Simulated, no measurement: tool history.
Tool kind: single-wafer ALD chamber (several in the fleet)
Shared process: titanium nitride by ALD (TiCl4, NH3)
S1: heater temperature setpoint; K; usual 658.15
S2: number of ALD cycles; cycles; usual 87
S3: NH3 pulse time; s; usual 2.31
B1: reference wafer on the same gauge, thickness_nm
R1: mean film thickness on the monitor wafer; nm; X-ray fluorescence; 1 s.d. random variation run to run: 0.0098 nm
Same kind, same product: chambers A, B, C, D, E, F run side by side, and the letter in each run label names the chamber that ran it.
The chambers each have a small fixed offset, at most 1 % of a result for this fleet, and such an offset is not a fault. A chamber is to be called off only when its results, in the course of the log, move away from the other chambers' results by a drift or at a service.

run	day	S1	S2	S3	B1	R1
1D	0.421	658.15	87	2.31	1.9309	1.9008
2B	0.679	658.15	87	2.31	1.9298	1.8961
3A	1.071	658.15	87	2.31	1.9291	1.9181
4F	1.325	658.15	87	2.31	1.9328	1.9245
5C	1.633	649.15	87	2.80	1.9307	1.9196
6E	1.979	649.15	87	2.80	1.9305	1.8852
7B	2.279	649.15	87	2.80	1.9301	1.9118
8C	2.517	649.15	87	2.80	1.9312	1.9073
9E	2.925	649.15	87	2.80	1.9287	1.8946
10A	3.212	649.15	87	2.80	1.9283	1.9306
11F	3.650	658.15	87	2.31	1.9305	1.9329
12D	4.088	658.15	87	2.31	1.9288	1.8939
13C	4.508	658.15	87	2.31	1.9308	1.9032
14A	4.733	658.15	87	2.31	1.9307	1.9081
15B	5.008	658.15	87	2.31	1.9304	1.9179
16F	5.325	658.15	87	2.99	1.9288	1.9324
17D	5.792	658.15	87	2.99	1.9297	1.9344
18E	6.242	658.15	87	2.99	1.9306	1.9218
19F	6.638	658.15	87	2.99	1.9300	1.9395
20C	7.071	658.15	87	2.99	1.9300	1.9386
21D	7.333	658.15	87	2.99	1.9282	1.9533
22B	7.633	658.15	87	2.31	1.9305	1.9086
23E	7.992	658.15	87	2.31	1.9330	1.9012
24A	8.346	658.15	87	2.31	1.9299	1.9054
25C	8.588	658.15	87	2.31	1.9278	1.8820
26D	8.938	658.15	87	2.31	1.9321	1.9101
27B	9.179	658.15	87	2.31	1.9306	1.9061
28F	9.588	658.15	87	2.62	1.9306	1.9317
29E	9.988	658.15	87	2.62	1.9298	1.8907
30A	10.358	658.15	87	2.62	1.9303	1.9166
31F	10.583	658.15	87	2.62	1.9305	1.9189
32C	10.983	658.15	87	2.62	1.9305	1.9163
33D	11.212	658.15	87	2.62	1.9296	1.9289
34E	11.442	658.15	87	2.31	1.9321	1.8881
35A	11.783	658.15	87	2.31	1.9306	1.8965
36B	12.171	658.15	87	2.31	1.9299	1.8916
37C	12.583	645.15	87	3.21	1.9307	1.9208
38F	12.938	645.15	87	3.21	1.9309	1.9209
39A	13.325	645.15	87	3.21	1.9303	1.9285
40E	13.542	645.15	87	3.21	1.9327	1.8947

All chambers now run identical settings, listed one chamber a line with results as question marks. What results will each chamber show?
41A	13.883	658.15	87	1.54		?
41B	13.883	658.15	87	1.54		?
41C	13.883	658.15	87	1.54		?
41D	13.883	658.15	87	1.54		?
41E	13.883	658.15	87	1.54		?
41F	13.883	658.15	87	1.54		?

run	R1
41A	1.8743
41B	1.8554
41C	1.8571
41D	1.9001
41E	1.8544
41F	1.8505
